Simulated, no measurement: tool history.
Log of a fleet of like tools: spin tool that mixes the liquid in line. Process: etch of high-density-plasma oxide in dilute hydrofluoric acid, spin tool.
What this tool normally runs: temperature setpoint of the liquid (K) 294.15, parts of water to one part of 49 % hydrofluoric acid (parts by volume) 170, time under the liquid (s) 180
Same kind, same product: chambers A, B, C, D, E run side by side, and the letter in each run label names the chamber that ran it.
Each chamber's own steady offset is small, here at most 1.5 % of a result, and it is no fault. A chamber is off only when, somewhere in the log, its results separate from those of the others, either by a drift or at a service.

run,hour,temperature setpoint of the liquid (K),parts of water to one part of 49 % hydrofluoric acid (parts by volume),time under the liquid (s),hours since the thermometer was replaced,hours since the hydrofluoric acid flow meter was replaced,"read-back film thickness of the high-density-plasma oxide reference wafer, read on the same gauge (nm)",thickness taken off the high-density-plasma oxide on a monitor wafer (angstrom)
1B,6.8,294.15,170,180,602.4,316.6,90.029,89.452
2C,12.1,294.15,170,180,395.8,948.8,90.01,89.005
3D,20.3,294.15,170,180,727.8,126.5,90.002,92.115
4A,28.7,294.15,170,180,348.9,480.7,90.003,89.753
5E,36,294.15,170,180,645.2,685.6,89.999,89.169
6A,42,294.15,170,180,362.2,494,90.038,90.032
7D,47.7,294.15,170,180,755.2,153.9,90.014,90.662
8B,54.6,294.15,170,180,650.2,364.4,89.984,88.875
9C,59.7,294.15,170,180,443.4,996.4,90.018,89.967
10E,65.5,294.15,170,180,674.7,715.1,89.971,88.478
11E,70.9,294.15,170,180,680.1,720.5,90.028,87.989
12C,75.9,294.15,170,180,459.6,1012.6,89.983,88.883
13A,81.2,294.15,170,180,401.4,533.2,90.003,88.626
14D,86.6,294.15,170,180,794.1,192.8,90.01,89.09
15B,94.5,294.15,170,180,690.1,404.3,89.984,88.188
16B,98.3,294.15,170,180,693.9,408.1,89.987,87.767
17E,102.3,294.15,170,180,711.5,751.9,90.004,87.191
18D,110.4,294.15,170,180,817.9,216.6,90.019,89.748
19C,118.9,294.15,170,180,502.6,1055.6,90.009,89.742
20A,123.2,294.15,170,180,443.4,575.2,89.988,91.606
21A,131.6,294.15,170,180,451.8,583.6,89.992,91.048
22D,136.3,294.15,170,180,843.8,242.5,89.974,89.055
23B,141.7,294.15,170,180,737.3,451.5,89.986,90.775
24E,147.2,294.15,170,180,756.4,796.8,89.992,87.526
25C,153.3,294.15,170,180,537,1090,90.041,87.863
26E,157.7,294.15,170,180,766.9,807.3,89.978,87.795
# hour 160.8: chamber E: thermometer replaced
27D,161.5,294.15,170,180,869,267.7,90.018,86.311
28B,167.6,294.15,170,180,763.2,477.4,90.016,89.935
29C,171.7,294.15,170,180,555.4,1108.4,90.018,89.21
30A,180.2,294.15,170,180,500.4,632.2,90.019,89.995
31B,185.1,294.15,170,180,780.7,494.9,90.009,89.581
32E,191.9,294.15,170,180,31.1,841.5,90.006,89.094
33D,199.5,294.15,170,180,907,305.7,89.981,85.241
34C,203.5,294.15,170,180,587.2,1140.2,89.984,88.69
35A,211.8,294.15,200,180,532,663.8,89.998,73.697
36B,217.6,294.15,200,180,813.2,527.4,89.997,72.634
37D,222.6,294.15,200,180,930.1,328.8,90.014,68.777
38C,226.9,294.15,200,180,610.6,1163.6,90.005,73.041
39E,235,294.15,200,180,74.2,884.6,90.001,73.002
40A,239.4,294.15,170,180,559.6,691.4,89.984,89.068

Predict what each chamber gives when all 5 of them run the settings below next.
41A,245.5,294.15,170,145,,,,?
41B,245.5,294.15,170,145,,,,?
41C,245.5,294.15,170,145,,,,?
41D,245.5,294.15,170,145,,,,?
41E,245.5,294.15,170,145,,,,?

run,thickness taken off the high-density-plasma oxide on a monitor wafer (angstrom)
41A,72.548
41B,72.317
41C,71.85
41D,65.837
41E,70.953
